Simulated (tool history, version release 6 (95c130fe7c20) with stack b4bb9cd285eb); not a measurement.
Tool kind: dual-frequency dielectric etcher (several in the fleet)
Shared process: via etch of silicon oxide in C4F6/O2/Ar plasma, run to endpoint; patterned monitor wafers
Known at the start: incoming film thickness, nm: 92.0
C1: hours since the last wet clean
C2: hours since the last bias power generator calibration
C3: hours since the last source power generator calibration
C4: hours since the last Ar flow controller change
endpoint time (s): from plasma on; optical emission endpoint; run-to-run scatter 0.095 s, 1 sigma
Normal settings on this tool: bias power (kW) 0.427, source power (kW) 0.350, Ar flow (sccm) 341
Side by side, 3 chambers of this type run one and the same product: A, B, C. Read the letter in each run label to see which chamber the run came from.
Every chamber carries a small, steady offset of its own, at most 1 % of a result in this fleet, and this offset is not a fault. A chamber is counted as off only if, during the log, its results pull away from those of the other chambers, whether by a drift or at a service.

run 1B hour=7.2 | bias_power_(kW)=0.427 source_power_(kW)=0.350 Ar_flow_(sccm)=341 | C1=198.7 C2=1145.1 C3=1676.4 C4=1361.4 | endpoint_time_(s)=22.901
run 2A hour=12.3 | bias_power_(kW)=0.427 source_power_(kW)=0.350 Ar_flow_(sccm)=341 | C1=264.1 C2=1175.2 C3=3143.9 C4=521.5 | endpoint_time_(s)=22.876
run 3C hour=19.5 | bias_power_(kW)=0.427 source_power_(kW)=0.350 Ar_flow_(sccm)=341 | C1=271.9 C2=2256.2 C3=1280.3 C4=437.3 | endpoint_time_(s)=22.869
run 4C hour=23.3 | bias_power_(kW)=0.427 source_power_(kW)=0.350 Ar_flow_(sccm)=341 | C1=275.7 C2=2260.0 C3=1284.1 C4=441.1 | endpoint_time_(s)=23.020
run 5B hour=26.9 | bias_power_(kW)=0.427 source_power_(kW)=0.350 Ar_flow_(sccm)=341 | C1=218.4 C2=1164.8 C3=1696.1 C4=1381.1 | endpoint_time_(s)=22.978
run 6A hour=33.6 | bias_power_(kW)=0.427 source_power_(kW)=0.350 Ar_flow_(sccm)=341 | C1=285.4 C2=1196.5 C3=3165.2 C4=542.8 | endpoint_time_(s)=22.926
run 7C hour=38.9 | bias_power_(kW)=0.427 source_power_(kW)=0.350 Ar_flow_(sccm)=341 | C1=291.3 C2=2275.6 C3=1299.7 C4=456.7 | endpoint_time_(s)=22.828
run 8B hour=44.0 | bias_power_(kW)=0.427 source_power_(kW)=0.350 Ar_flow_(sccm)=341 | C1=235.5 C2=1181.9 C3=1713.2 C4=1398.2 | endpoint_time_(s)=22.806
run 9A hour=49.8 | bias_power_(kW)=0.427 source_power_(kW)=0.350 Ar_flow_(sccm)=341 | C1=301.6 C2=1212.7 C3=3181.4 C4=559.0 | endpoint_time_(s)=22.947
run 10C hour=55.1 | bias_power_(kW)=0.462 source_power_(kW)=0.350 Ar_flow_(sccm)=341 | C1=307.5 C2=2291.8 C3=1315.9 C4=472.9 | endpoint_time_(s)=22.250
run 11A hour=60.6 | bias_power_(kW)=0.462 source_power_(kW)=0.350 Ar_flow_(sccm)=341 | C1=312.4 C2=1223.5 C3=3192.2 C4=569.8 | endpoint_time_(s)=22.121
run 12B hour=65.7 | bias_power_(kW)=0.462 source_power_(kW)=0.350 Ar_flow_(sccm)=341 | C1=257.2 C2=1203.6 C3=1734.9 C4=1419.9 | endpoint_time_(s)=22.313
run 13C hour=70.2 | bias_power_(kW)=0.427 source_power_(kW)=0.350 Ar_flow_(sccm)=341 | C1=322.6 C2=2306.9 C3=1331.0 C4=488.0 | endpoint_time_(s)=22.940
run 14A hour=76.4 | bias_power_(kW)=0.427 source_power_(kW)=0.350 Ar_flow_(sccm)=341 | C1=328.2 C2=1239.3 C3=3208.0 C4=585.6 | endpoint_time_(s)=23.015
run 15B hour=81.3 | bias_power_(kW)=0.427 source_power_(kW)=0.350 Ar_flow_(sccm)=341 | C1=272.8 C2=1219.2 C3=1750.5 C4=1435.5 | endpoint_time_(s)=22.712
run 16B hour=88.5 | bias_power_(kW)=0.427 source_power_(kW)=0.350 Ar_flow_(sccm)=368 | C1=280.0 C2=1226.4 C3=1757.7 C4=1442.7 | endpoint_time_(s)=22.753
run 17A hour=92.5 | bias_power_(kW)=0.427 source_power_(kW)=0.350 Ar_flow_(sccm)=368 | C1=344.3 C2=1255.4 C3=3224.1 C4=601.7 | endpoint_time_(s)=23.159
run 18C hour=99.6 | bias_power_(kW)=0.427 source_power_(kW)=0.350 Ar_flow_(sccm)=368 | C1=352.0 C2=2336.3 C3=1360.4 C4=517.4 | endpoint_time_(s)=23.077
run 19C hour=104.7 | bias_power_(kW)=0.427 source_power_(kW)=0.350 Ar_flow_(sccm)=341 | C1=357.1 C2=2341.4 C3=1365.5 C4=522.5 | endpoint_time_(s)=22.738
run 20A hour=109.9 | bias_power_(kW)=0.427 source_power_(kW)=0.350 Ar_flow_(sccm)=341 | C1=361.7 C2=1272.8 C3=3241.5 C4=619.1 | endpoint_time_(s)=22.906
run 21B hour=113.5 | bias_power_(kW)=0.427 source_power_(kW)=0.350 Ar_flow_(sccm)=341 | C1=305.0 C2=1251.4 C3=1782.7 C4=1467.7 | endpoint_time_(s)=22.547
-- hour=116.4 chamber C: wet clean of the chamber
run 22B hour=119.1 | bias_power_(kW)=0.427 source_power_(kW)=0.350 Ar_flow_(sccm)=341 | C1=310.6 C2=1257.0 C3=1788.3 C4=1473.3 | endpoint_time_(s)=22.590
run 23C hour=123.9 | bias_power_(kW)=0.427 source_power_(kW)=0.350 Ar_flow_(sccm)=341 | C1=7.5 C2=2360.6 C3=1384.7 C4=541.7 | endpoint_time_(s)=22.628
run 24A hour=131.0 | bias_power_(kW)=0.427 source_power_(kW)=0.350 Ar_flow_(sccm)=341 | C1=382.8 C2=1293.9 C3=3262.6 C4=640.2 | endpoint_time_(s)=22.738
run 25A hour=134.5 | bias_power_(kW)=0.427 source_power_(kW)=0.350 Ar_flow_(sccm)=341 | C1=386.3 C2=1297.4 C3=3266.1 C4=643.7 | endpoint_time_(s)=22.964
run 26B hour=141.0 | bias_power_(kW)=0.427 source_power_(kW)=0.350 Ar_flow_(sccm)=341 | C1=332.5 C2=1278.9 C3=1810.2 C4=1495.2 | endpoint_time_(s)=22.188
run 27C hour=144.4 | bias_power_(kW)=0.427 source_power_(kW)=0.350 Ar_flow_(sccm)=341 | C1=28.0 C2=2381.1 C3=1405.2 C4=562.2 | endpoint_time_(s)=22.946
run 28A hour=149.5 | bias_power_(kW)=0.427 source_power_(kW)=0.350 Ar_flow_(sccm)=341 | C1=401.3 C2=1312.4 C3=3281.1 C4=658.7 | endpoint_time_(s)=22.891
run 29B hour=153.2 | bias_power_(kW)=0.427 source_power_(kW)=0.350 Ar_flow_(sccm)=341 | C1=344.7 C2=1291.1 C3=1822.4 C4=1507.4 | endpoint_time_(s)=22.189
run 30C hour=156.4 | bias_power_(kW)=0.427 source_power_(kW)=0.350 Ar_flow_(sccm)=341 | C1=40.0 C2=2393.1 C3=1417.2 C4=574.2 | endpoint_time_(s)=22.845
run 31B hour=163.2 | bias_power_(kW)=0.460 source_power_(kW)=0.350 Ar_flow_(sccm)=297 | C1=354.7 C2=1301.1 C3=1832.4 C4=1517.4 | endpoint_time_(s)=21.382
run 32C hour=168.2 | bias_power_(kW)=0.460 source_power_(kW)=0.350 Ar_flow_(sccm)=297 | C1=51.8 C2=2404.9 C3=1429.0 C4=586.0 | endpoint_time_(s)=21.948
run 33A hour=173.8 | bias_power_(kW)=0.460 source_power_(kW)=0.350 Ar_flow_(sccm)=297 | C1=425.6 C2=1336.7 C3=3305.4 C4=683.0 | endpoint_time_(s)=21.965
run 34A hour=180.6 | bias_power_(kW)=0.427 source_power_(kW)=0.350 Ar_flow_(sccm)=341 | C1=432.4 C2=1343.5 C3=3312.2 C4=689.8 | endpoint_time_(s)=22.793
run 35B hour=184.4 | bias_power_(kW)=0.427 source_power_(kW)=0.350 Ar_flow_(sccm)=341 | C1=375.9 C2=1322.3 C3=1853.6 C4=1538.6 | endpoint_time_(s)=22.180
run 36C hour=190.2 | bias_power_(kW)=0.427 source_power_(kW)=0.260 Ar_flow_(sccm)=295 | C1=73.8 C2=2426.9 C3=1451.0 C4=608.0 | endpoint_time_(s)=25.086
run 37B hour=194.2 | bias_power_(kW)=0.427 source_power_(kW)=0.260 Ar_flow_(sccm)=295 | C1=385.7 C2=1332.1 C3=1863.4 C4=1548.4 | endpoint_time_(s)=24.102
run 38A hour=198.1 | bias_power_(kW)=0.427 source_power_(kW)=0.260 Ar_flow_(sccm)=295 | C1=449.9 C2=1361.0 C3=3329.7 C4=707.3 | endpoint_time_(s)=24.951
run 39C hour=202.8 | bias_power_(kW)=0.427 source_power_(kW)=0.350 Ar_flow_(sccm)=341 | C1=86.4 C2=2439.5 C3=1463.6 C4=620.6 | endpoint_time_(s)=22.826
run 40A hour=207.1 | bias_power_(kW)=0.427 source_power_(kW)=0.350 Ar_flow_(sccm)=372 | C1=458.9 C2=1370.0 C3=3338.7 C4=716.3 | endpoint_time_(s)=23.191
run 41B hour=212.3 | bias_power_(kW)=0.427 source_power_(kW)=0.350 Ar_flow_(sccm)=372 | C1=403.8 C2=1350.2 C3=1881.5 C4=1566.5 | endpoint_time_(s)=22.202

Is one chamber off against the others, does the gauge drift, or is nothing wrong? If a chamber is off, say which, and what the likeliest cause is.

It is chamber B that slowly wanders off from its peers.
Cause: etch rate over this chamber's usual, % = 4.45.

Which of the 4 candidates below, each the usual settings with something changed and its results left as question marks, puts chamber B back in line with what the other chambers give on the usual settings?
Counts as in line when no further than this from what the other chambers average on the usual settings: endpoint time (s) 0.330
run 42B-1 hour=217.5 | bias_power_(kW)=0.427 source_power_(kW)=0.310 Ar_flow_(sccm)=341 | endpoint_time_(s)=?
run 42B-2 hour=217.5 | bias_power_(kW)=0.427 source_power_(kW)=0.280 Ar_flow_(sccm)=341 | endpoint_time_(s)=?
run 42B-3 hour=217.5 | bias_power_(kW)=0.523 source_power_(kW)=0.350 Ar_flow_(sccm)=341 | endpoint_time_(s)=?
run 42B-4 hour=217.5 | bias_power_(kW)=0.427 source_power_(kW)=0.390 Ar_flow_(sccm)=341 | endpoint_time_(s)=?

The other chambers' mean on the usual settings: endpoint time (s) 22.843
run=42B-1 endpoint_time_(s)=22.924
run=42B-2 endpoint_time_(s)=23.788
run=42B-3 endpoint_time_(s)=20.314
run=42B-4 endpoint_time_(s)=21.079
42B-1 brings the chamber back in line.
